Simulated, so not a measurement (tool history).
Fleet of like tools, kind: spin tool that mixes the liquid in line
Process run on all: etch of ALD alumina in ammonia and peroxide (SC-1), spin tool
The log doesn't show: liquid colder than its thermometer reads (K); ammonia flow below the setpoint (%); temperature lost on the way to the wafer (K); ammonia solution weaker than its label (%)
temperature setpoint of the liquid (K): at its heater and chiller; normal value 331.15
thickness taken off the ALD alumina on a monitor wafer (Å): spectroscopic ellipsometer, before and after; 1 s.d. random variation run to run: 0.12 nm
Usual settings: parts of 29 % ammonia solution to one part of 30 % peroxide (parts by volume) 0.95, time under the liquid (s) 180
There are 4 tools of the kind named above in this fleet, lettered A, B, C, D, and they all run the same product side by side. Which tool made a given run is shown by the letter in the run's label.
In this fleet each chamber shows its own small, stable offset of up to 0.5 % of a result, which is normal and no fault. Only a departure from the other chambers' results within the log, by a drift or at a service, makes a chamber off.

run   hour  temperature setpoint of the liquid (K)  parts of 29 % ammonia solution to one part of 30 % peroxide (parts by volume)  time under the liquid (s)  hours since the thermometer was replaced  hours since the ammonia flow meter was replaced  hours since the heated supply line was repaired  hours since the drum of ammonia solution was connected  read-back film thickness of the ALD alumina reference wafer, read on the same gauge (nm)  thickness taken off the ALD alumina on a monitor wafer (Å)
 1B    8.8                                  331.15                                                                           0.95                        180                                      88.6                                            773.5                                            441.9                                                    31.1                                                                                    40.035                                                      163.94
 2D   16.3                                  331.15                                                                           0.95                        180                                     717.9                                            645.2                                           2111.4                                                   111.6                                                                                    40.002                                                      166.75
 3C   21.8                                  331.15                                                                           0.95                        180                                       342                                            207.3                                            298.7                                                   788.2                                                                                    40.044                                                      164.74
 4A   28.6                                  331.15                                                                           0.95                        180                                      32.1                                            419.1                                             30.4                                                   734.3                                                                                    39.982                                                       166.3
 5C   36.4                                  331.15                                                                           0.95                        180                                     356.6                                            221.9                                            313.3                                                   802.8                                                                                    39.995                                                      166.93
      39.4  -- chamber D: heated supply line repaired
 6A   46.4                                  331.15                                                                           0.95                        180                                      49.9                                            436.9                                             48.2                                                   752.1                                                                                    39.993                                                      164.72
 7D   54.8                                  328.15                                                                            1.2                        180                                     756.4                                            683.7                                             15.4                                                   150.1                                                                                    40.028                                                      143.89
      54.9  -- chamber D: ammonia flow meter replaced
 8B   63.7                                  328.15                                                                            1.2                        180                                     143.5                                            828.4                                            496.8                                                      86                                                                                    39.975                                                      145.41
 9A   71.9                                  328.15                                                                            1.2                        180                                      75.4                                            462.4                                             73.7                                                   777.6                                                                                    39.985                                                      145.19
10D   80.1                                  328.15                                                                            1.2                        180                                     781.7                                             25.2                                             40.7                                                   175.4                                                                                    39.983                                                      144.77
11C     89                                  331.15                                                                           0.95                        180                                     409.2                                            274.5                                            365.9                                                   855.4                                                                                    39.981                                                      166.69
12B   95.2                                  331.15                                                                           0.95                        180                                       175                                            859.9                                            528.3                                                   117.5                                                                                    40.022                                                      164.01
13B  100.7                                  331.15                                                                           0.95                        180                                     180.5                                            865.4                                            533.8                                                     123                                                                                    39.981                                                      164.59
14D  108.3                                  331.15                                                                           0.95                        180                                     809.9                                             53.4                                             68.9                                                   203.6                                                                                    40.003                                                       164.7
15A  118.9                                  331.15                                                                           0.95                        180                                     122.4                                            509.4                                            120.7                                                   824.6                                                                                    39.967                                                      166.34
     119.2  -- chamber D: thermometer replaced
16C  127.7                                  331.15                                                                           0.95                        180                                     447.9                                            313.2                                            404.6                                                   894.1                                                                                    40.011                                                      163.91
17D  135.2                                  331.15                                                                           0.95                        180                                      16.1                                             80.3                                             95.8                                                   230.5                                                                                     40.03                                                      165.09
18B    145                                  331.15                                                                           0.95                        180                                     224.8                                            909.7                                            578.1                                                   167.3                                                                                    39.992                                                      165.63
19C  154.5                                  331.15                                                                           0.95                        180                                     474.7                                              340                                            431.4                                                   920.9                                                                                    39.977                                                      161.43
20A  163.1                                  331.15                                                                           0.95                        180                                     166.6                                            553.6                                            164.9                                                   868.8                                                                                     39.99                                                      167.79
21C  170.2                                  331.15                                                                           0.95                        180                                     490.4                                            355.7                                            447.1                                                   936.6                                                                                    40.024                                                      162.18
22B  176.7                                  331.15                                                                           0.95                        180                                     256.5                                            941.4                                            609.8                                                     199                                                                                        40                                                      167.63
     185.4  -- chamber B: ammonia flow meter replaced
23A  186.5                                  331.15                                                                           0.95                        180                                       190                                              577                                            188.3                                                   892.2                                                                                     40.01                                                       165.2
24D  191.9                                  323.65                                                                           0.95                        180                                      72.8                                              137                                            152.5                                                   287.2                                                                                    39.998                                                      111.04
25B  197.9                                  323.65                                                                           0.95                        180                                     277.7                                             12.5                                              631                                                   220.2                                                                                    40.004                                                      111.93
26A  208.1                                  323.65                                                                           0.95                        180                                     211.6                                            598.6                                            209.9                                                   913.8                                                                                    39.993                                                       109.9
27D  216.9                                  323.65                                                                           0.95                        180                                      97.8                                              162                                            177.5                                                   312.2                                                                                    40.018                                                      111.87
28C  223.3                                  331.15                                                                           0.95                        180                                     543.5                                            408.8                                            500.2                                                   989.7                                                                                    39.998                                                      157.98
29D  230.6                                  331.15                                                                           0.95                        180                                     111.5                                            175.7                                            191.2                                                   325.9                                                                                    39.999                                                      166.69
30B  241.4                                  331.15                                                                           0.95                        180                                     321.2                                               56                                            674.5                                                   263.7                                                                                    40.004                                                      165.29
31C  251.1                                  331.15                                                                           0.95                        140                                     571.3                                            436.6                                              528                                                  1017.5                                                                                    40.023                                                      121.63
     256.5  -- chamber D: new drum of ammonia solution connected
32A  258.7                                  331.15                                                                           0.95                        140                                     262.2                                            649.2                                            260.5                                                   964.4                                                                                    39.977                                                      130.59
33C  266.3                                  331.15                                                                           0.95                        140                                     586.5                                            451.8                                            543.2                                                  1032.7                                                                                    40.014                                                      120.53
34B  274.5                                  331.15                                                                           0.95                        140                                     354.3                                             89.1                                            707.6                                                   296.8                                                                                    40.009                                                      130.07
35A  280.7                                  331.15                                                                           0.95                        180                                     284.2                                            671.2                                            282.5                                                   986.4                                                                                    39.984                                                      165.51
36D  289.6                                  331.15                                                                           0.95                        180                                     170.5                                            234.7                                            250.2                                                    33.2                                                                                    39.975                                                      169.02
37A  300.1                                  331.15                                                                           0.95                        180                                     303.6                                            690.6                                            301.9                                                  1005.8                                                                                    39.981                                                         165
     305.6  -- chamber B: new drum of ammonia solution connected
38C  308.1                                  331.15                                                                           0.95                        180                                     628.3                                            493.6                                              585                                                  1074.5                                                                                    39.974                                                      153.34
       314  -- chamber C: new drum of ammonia solution connected
39B  314.8                                  331.15                                                                           0.95                        180                                     394.6                                            129.4                                            747.9                                                     9.3                                                                                    39.988                                                      167.36
40D  321.2                                  337.65                                                                           0.95                        180                                     202.1                                            266.3                                            281.8                                                    64.8                                                                                    40.019                                                      232.11
41B    327                                  337.65                                                                           0.95                        180                                     406.8                                            141.6                                            760.1                                                    21.5                                                                                    40.015                                                      234.88
42A  332.3                                  337.65                                                                           0.95                        180                                     335.8                                            722.8                                            334.1                                                    1038                                                                                    39.997                                                      229.27
43C  337.1                                  337.65                                                                           0.95                        180                                     657.3                                            522.6                                              614                                                    23.2                                                                                    39.998                                                      210.47

Read the log: is a single chamber off, either drifting away or since a service, is the gauge that measures every chamber drifting, or is nothing wrong beyond small per-chamber offsets? Name any odd chamber and what most likely caused it.

Chamber C drifts away from the others.
Most likely cause: temperature lost on the way to the wafer (K) = 1.91.
The log may not tell that from: liquid colder than its thermometer reads (K).

Which of the 4 candidates below, each the usual settings with something changed and its results left as question marks, puts chamber C back in line with what the other chambers give on the usual settings?
Counts as in line when no further than this from what the other chambers average on the usual settings: thickness taken off the ALD alumina on a monitor wafer (Å) 4.3
44C-1  344.9                                  327.15                                                                           0.95                        180                                                                                                                                                                                                                                                                                                                                                         ?
44C-2  344.9                                  330.15                                                                           0.95                        170                                                                                                                                                                                                                                                                                                                                                         ?
44C-3  344.9                                  331.15                                                                           0.95                        225                                                                                                                                                                                                                                                                                                                                                         ?
44C-4  344.9                                  331.15                                                                           0.95                        200                                                                                                                                                                                                                                                                                                                                                         ?

Usual-settings mean across the other chambers: thickness taken off the ALD alumina on a monitor wafer (Å) 166.66
  run  thickness taken off the ALD alumina on a monitor wafer (Å)
44C-1                                                      121.56
44C-2                                                      134.98
44C-3                                                      188.35
44C-4                                                      167.42
44C-4 puts the chamber back in line with the other chambers.
